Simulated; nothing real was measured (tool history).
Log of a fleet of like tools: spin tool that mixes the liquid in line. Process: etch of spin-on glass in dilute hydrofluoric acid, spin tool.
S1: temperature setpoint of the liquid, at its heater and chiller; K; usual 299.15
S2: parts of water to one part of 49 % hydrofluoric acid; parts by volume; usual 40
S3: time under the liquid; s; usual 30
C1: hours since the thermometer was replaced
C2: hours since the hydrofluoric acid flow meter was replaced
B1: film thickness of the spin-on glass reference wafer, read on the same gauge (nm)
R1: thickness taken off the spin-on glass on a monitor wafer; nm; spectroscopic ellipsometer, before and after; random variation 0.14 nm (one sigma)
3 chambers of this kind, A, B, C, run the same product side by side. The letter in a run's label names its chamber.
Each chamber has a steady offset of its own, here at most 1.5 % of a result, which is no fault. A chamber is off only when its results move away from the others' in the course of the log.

run,hour,S1,S2,S3,C1,C2,B1,R1
1A,8.5,299.15,40,30,744.8,687.4,149.98,39.590
2B,22.0,299.15,40,30,847.5,1798.2,149.98,40.095
3C,31.1,299.15,40,30,398.5,419.8,149.96,39.025
4C,43.8,299.15,40,30,411.2,432.5,150.03,38.816
5A,50.6,299.15,40,30,786.9,729.5,149.99,39.609
6B,61.1,299.15,40,30,886.6,1837.3,149.99,40.040
7C,71.7,299.15,40,30,439.1,460.4,149.98,39.044
8B,80.6,299.15,40,30,906.1,1856.8,150.00,40.167
9A,89.6,299.15,40,30,825.9,768.5,150.01,39.341
10C,99.0,299.15,40,30,466.4,487.7,150.00,39.107
11B,112.0,299.15,40,30,937.5,1888.2,150.00,40.273
12A,120.7,299.15,40,30,857.0,799.6,150.00,39.438
13A,133.0,299.15,40,30,869.3,811.9,150.01,39.624
14C,141.7,299.15,40,30,509.1,530.4,150.01,39.157
15B,150.7,299.15,40,30,976.2,1926.9,150.03,39.907
16B,164.2,299.15,40,30,989.7,1940.4,149.99,40.080
17A,178.0,299.15,40,30,914.3,856.9,150.01,39.687
18C,184.8,299.15,40,30,552.2,573.5,150.00,39.050
19C,196.7,297.65,40,30,564.1,585.4,149.99,36.482
20B,210.0,297.65,40,30,1035.5,1986.2,149.98,37.770
21A,221.5,297.65,40,30,957.8,900.4,150.00,37.408
22B,233.4,299.15,40,30,1058.9,2009.6,149.99,40.064
23C,247.0,303.15,40,30,614.4,635.7,149.99,45.828
24A,254.6,303.15,40,30,990.9,933.5,150.02,46.483
25C,264.7,303.15,40,30,632.1,653.4,150.01,45.740
26B,278.4,299.15,40,30,1103.9,2054.6,150.01,39.930
27A,292.4,299.15,40,30,1028.7,971.3,150.01,39.617
28A,306.7,299.15,40,30,1043.0,985.6,150.02,39.414
29B,313.6,299.15,40,30,1139.1,2089.8,149.99,40.169
30C,322.9,299.15,40,30,690.3,711.6,150.02,38.955
31B,332.0,299.15,40,30,1157.5,2108.2,150.00,39.838
32C,338.3,299.15,40,30,705.7,727.0,149.99,39.074
33A,351.3,299.15,40,30,1087.6,1030.2,149.98,39.321
34C,359.0,299.15,40,30,726.4,747.7,150.00,39.103

Next, every chamber runs the same settings. What will each give?
35A,369.3,299.15,30,30,,,,?
35B,369.3,299.15,30,30,,,,?
35C,369.3,299.15,30,30,,,,?

run,R1
35A,53.080
35B,53.786
35C,52.913
